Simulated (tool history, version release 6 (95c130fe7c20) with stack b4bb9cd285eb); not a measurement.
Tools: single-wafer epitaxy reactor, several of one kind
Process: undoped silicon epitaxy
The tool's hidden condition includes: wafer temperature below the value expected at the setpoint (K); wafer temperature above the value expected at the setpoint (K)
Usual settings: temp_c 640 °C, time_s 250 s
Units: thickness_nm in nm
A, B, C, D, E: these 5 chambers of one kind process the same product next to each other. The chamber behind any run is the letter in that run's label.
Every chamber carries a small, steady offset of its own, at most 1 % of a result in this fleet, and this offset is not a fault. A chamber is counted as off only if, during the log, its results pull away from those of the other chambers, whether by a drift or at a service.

| run | hour | temp_c | time_s | hours since the last pyrometer calibration | read-back reference wafer on the same gauge, thickness_nm | thickness_nm |
|---|---|---|---|---|---|---|
| 1B | 6.8 | 640 | 250 | 664.3 | 39.98 | 34.042 |
| 2C | 14.9 | 640 | 250 | 1684.4 | 40.009 | 33.451 |
| 3E | 25.1 | 640 | 250 | 1718.1 | 39.987 | 33.719 |
| 4A | 32.9 | 640 | 250 | 1808.9 | 40.02 | 33.389 |
| 5D | 40.9 | 640 | 250 | 2288.2 | 40.017 | 33.554 |
| 6E | 49.6 | 640 | 250 | 1742.6 | 40.041 | 33.814 |
| 7A | 60.1 | 640 | 250 | 1836.1 | 39.997 | 33.387 |
| 8C | 67.2 | 640 | 250 | 1736.7 | 39.986 | 33.713 |
| 9D | 72.3 | 626 | 202 | 2319.6 | 40.003 | 19.677 |
| 10B | 77.2 | 626 | 202 | 734.7 | 40.022 | 20.209 |
| 11A | 84.9 | 626 | 202 | 1860.9 | 40.017 | 19.652 |
| 12B | 94.4 | 626 | 202 | 751.9 | 40.003 | 20.036 |
| 13C | 100.2 | 626 | 202 | 1769.7 | 39.993 | 19.846 |
| 14D | 105.2 | 640 | 250 | 2352.5 | 39.995 | 33.544 |
| 15E | 115.1 | 640 | 250 | 1808.1 | 39.999 | 33.653 |
| 16E | 123.5 | 640 | 250 | 1816.5 | 39.964 | 33.586 |
| 17B | 130.6 | 640 | 250 | 788.1 | 39.975 | 34.045 |
| 18C | 135.6 | 640 | 250 | 1805.1 | 39.973 | 33.554 |
|  | 142.8 | chamber E: pyrometer calibrated |
| 19A | 144.3 | 640 | 250 | 1920.3 | 40.02 | 33.6 |
| 20D | 149.4 | 640 | 250 | 2396.7 | 40.008 | 33.452 |
| 21E | 160 | 640 | 250 | 17.2 | 40.002 | 32.137 |
| 22B | 168.3 | 640 | 250 | 825.8 | 39.999 | 33.831 |
| 23C | 177.1 | 640 | 250 | 1846.6 | 40.021 | 33.498 |
| 24A | 183.8 | 640 | 250 | 1959.8 | 40.004 | 33.508 |
| 25D | 193.3 | 640 | 250 | 2440.6 | 39.996 | 33.607 |
| 26B | 203.4 | 640 | 250 | 860.9 | 39.985 | 33.975 |
| 27A | 211.9 | 640 | 250 | 1987.9 | 39.997 | 33.378 |
| 28C | 221.6 | 654 | 250 | 1891.1 | 39.975 | 45.953 |
|  | 227.1 | chamber C: pyrometer calibrated |
| 29D | 228.8 | 654 | 250 | 2476.1 | 39.978 | 45.998 |
| 30E | 233.9 | 654 | 250 | 91.1 | 39.982 | 43.949 |
| 31D | 240.8 | 654 | 250 | 2488.1 | 39.972 | 45.789 |
| 32E | 249.7 | 654 | 250 | 106.9 | 40.011 | 43.861 |
| 33A | 259.7 | 640 | 250 | 2035.7 | 40.013 | 33.616 |
| 34C | 267.2 | 640 | 250 | 40.2 | 40.032 | 33.653 |
| 35B | 272.3 | 640 | 250 | 929.8 | 40.014 | 33.79 |
| 36A | 279.1 | 635 | 289 | 2055.1 | 40.002 | 34.622 |

All 5 chambers run these settings next. Forecast each chamber's results:
| 37A | 286.9 | 640 | 250 |  |  | ? |
| 37B | 286.9 | 640 | 250 |  |  | ? |
| 37C | 286.9 | 640 | 250 |  |  | ? |
| 37D | 286.9 | 640 | 250 |  |  | ? |
| 37E | 286.9 | 640 | 250 |  |  | ? |

| run | thickness_nm |
|---|---|
| 37A | 33.507 |
| 37B | 33.974 |
| 37C | 33.777 |
| 37D | 33.775 |
| 37E | 32.397 |
